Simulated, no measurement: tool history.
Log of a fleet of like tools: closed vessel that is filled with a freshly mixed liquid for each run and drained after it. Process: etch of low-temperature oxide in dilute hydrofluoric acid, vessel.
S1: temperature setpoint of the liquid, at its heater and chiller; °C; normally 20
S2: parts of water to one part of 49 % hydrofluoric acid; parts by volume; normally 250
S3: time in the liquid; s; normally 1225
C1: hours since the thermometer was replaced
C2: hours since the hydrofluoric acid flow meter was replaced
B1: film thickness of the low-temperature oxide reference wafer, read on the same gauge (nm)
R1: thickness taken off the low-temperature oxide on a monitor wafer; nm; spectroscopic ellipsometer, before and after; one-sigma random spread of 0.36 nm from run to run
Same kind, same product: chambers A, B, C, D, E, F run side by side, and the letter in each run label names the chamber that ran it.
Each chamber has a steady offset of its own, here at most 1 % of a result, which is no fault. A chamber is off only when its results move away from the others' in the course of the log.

| run | hour | S1 | S2 | S3 | C1 | C2 | B1 | R1 |
|---|---|---|---|---|---|---|---|---|
| 1C | 6.3 | 20 | 250 | 1225 | 1474.4 | 1206.7 | 70.01 | 59.757 |
| 2F | 17.3 | 20 | 250 | 1225 | 643.5 | 552.9 | 69.986 | 59.791 |
| 3B | 27.4 | 20 | 250 | 1225 | 1225.4 | 330.4 | 70.029 | 59.262 |
| 4A | 38.2 | 20 | 250 | 1225 | 1132 | 1231.2 | 70.039 | 58.578 |
| 5E | 43.7 | 17 | 250 | 1225 | 959.7 | 529.2 | 70.022 | 53.188 |
|  | 48.8 | chamber E: hydrofluoric acid flow meter replaced |
| 6D | 49.8 | 17 | 250 | 1225 | 1439.6 | 262.7 | 69.981 | 52.424 |
| 7F | 55.2 | 17 | 250 | 1225 | 681.4 | 590.8 | 70.016 | 53.333 |
| 8C | 61.2 | 17 | 250 | 1225 | 1529.3 | 1261.6 | 69.992 | 52.693 |
| 9E | 70 | 17 | 250 | 1225 | 986 | 21.3 | 69.99 | 53.224 |
| 10B | 79.9 | 17 | 250 | 1225 | 1277.9 | 382.9 | 70.001 | 53.147 |
| 11D | 89.2 | 20 | 250 | 1225 | 1479 | 302.1 | 70.009 | 58.881 |
| 12A | 96.9 | 17 | 250 | 1225 | 1190.7 | 1289.9 | 70.001 | 52.779 |
| 13E | 103.6 | 17 | 250 | 1225 | 1019.6 | 54.9 | 70.04 | 52.659 |
| 14D | 110.1 | 17 | 250 | 1225 | 1499.9 | 323 | 70.04 | 52.688 |
| 15B | 115.6 | 17 | 250 | 1225 | 1313.6 | 418.6 | 70.019 | 54.539 |
| 16A | 123.6 | 17 | 250 | 1225 | 1217.4 | 1316.6 | 69.995 | 53.066 |
| 17C | 131.6 | 17 | 250 | 1225 | 1599.7 | 1332 | 69.999 | 52.404 |
| 18F | 137.6 | 20 | 250 | 1225 | 763.8 | 673.2 | 69.989 | 59.144 |
| 19F | 148.8 | 20 | 250 | 1225 | 775 | 684.4 | 70.015 | 60.057 |
| 20D | 154.7 | 20 | 250 | 1225 | 1544.5 | 367.6 | 69.955 | 58.952 |
| 21A | 160.6 | 20 | 250 | 1225 | 1254.4 | 1353.6 | 70.003 | 59.062 |
| 22E | 171 | 20 | 250 | 1225 | 1087 | 122.3 | 69.992 | 59.942 |
| 23C | 180.4 | 23.5 | 250 | 1225 | 1648.5 | 1380.8 | 69.992 | 67.161 |
| 24B | 186.5 | 23.5 | 250 | 1225 | 1384.5 | 489.5 | 69.999 | 70.779 |
| 25D | 197.6 | 23.5 | 250 | 1225 | 1587.4 | 410.5 | 69.99 | 66.79 |
|  | 202.5 | chamber F: hydrofluoric acid flow meter replaced |
| 26F | 206.4 | 23.5 | 250 | 1225 | 832.6 | 4 | 70.049 | 67.58 |
| 27B | 216.2 | 23.5 | 250 | 1225 | 1414.2 | 519.2 | 70.028 | 70.708 |
| 28E | 227.1 | 23.5 | 250 | 1225 | 1143.1 | 178.4 | 69.987 | 66.466 |
| 29A | 236.9 | 20 | 250 | 1225 | 1330.7 | 1429.9 | 70.02 | 58.101 |
| 30C | 247.3 | 20 | 250 | 1225 | 1715.4 | 1447.7 | 70.007 | 59.607 |
| 31A | 253.2 | 20 | 250 | 1225 | 1347 | 1446.2 | 69.978 | 59.451 |
|  | 260.4 | chamber D: thermometer replaced |
| 32E | 261 | 20 | 250 | 1225 | 1177 | 212.3 | 69.983 | 59.782 |
| 33C | 270.3 | 20 | 250 | 1225 | 1738.4 | 1470.7 | 70.033 | 60.169 |
| 34F | 278.8 | 20 | 250 | 1225 | 905 | 76.4 | 70.007 | 59.517 |
| 35D | 285.1 | 20 | 250 | 1225 | 24.7 | 498 | 70.006 | 59.659 |
| 36B | 295.1 | 20 | 250 | 1225 | 1493.1 | 598.1 | 70 | 63.17 |
| 37D | 305.9 | 20 | 250 | 1225 | 45.5 | 518.8 | 70.007 | 59.284 |
| 38A | 315.6 | 20 | 250 | 1225 | 1409.4 | 1508.6 | 70.019 | 59.098 |
| 39C | 321.5 | 20 | 250 | 1225 | 1789.6 | 1521.9 | 69.996 | 59.932 |

Is one chamber out of step, is the gauge drifting, or do the chambers differ by no more than their own small offsets? For an off chamber, give its letter and the likeliest cause.

It is chamber B that slowly wanders off from its peers.
What lies behind it: hydrofluoric acid flow above the setpoint (%) = 5.89.
The log might look much the same if the cause were instead: liquid hotter than its thermometer reads (K).

Below are 4 candidate recipes for chamber B's next run, each the usual settings with a change, their results shown as question marks. Which of them brings B's results back in line with what the other chambers give on the usual settings?
In line here means within this much of the mean the other chambers give on the usual settings: R1 1.3 nm
| 40B-1 | 329.6 | 20 | 235 | 1225 |  |  |  | ? |
| 40B-2 | 329.6 | 20 | 250 | 1075 |  |  |  | ? |
| 40B-3 | 329.6 | 18 | 250 | 1225 |  |  |  | ? |
| 40B-4 | 329.6 | 20 | 250 | 1375 |  |  |  | ? |

What the other chambers average on the usual settings: R1 59.285 nm
| run | R1 |
|---|---|
| 40B-1 | 68.682 |
| 40B-2 | 55.876 |
| 40B-3 | 58.961 |
| 40B-4 | 71.47 |
The answer is 40B-3, which returns the chamber to within the allowed miss of the others.

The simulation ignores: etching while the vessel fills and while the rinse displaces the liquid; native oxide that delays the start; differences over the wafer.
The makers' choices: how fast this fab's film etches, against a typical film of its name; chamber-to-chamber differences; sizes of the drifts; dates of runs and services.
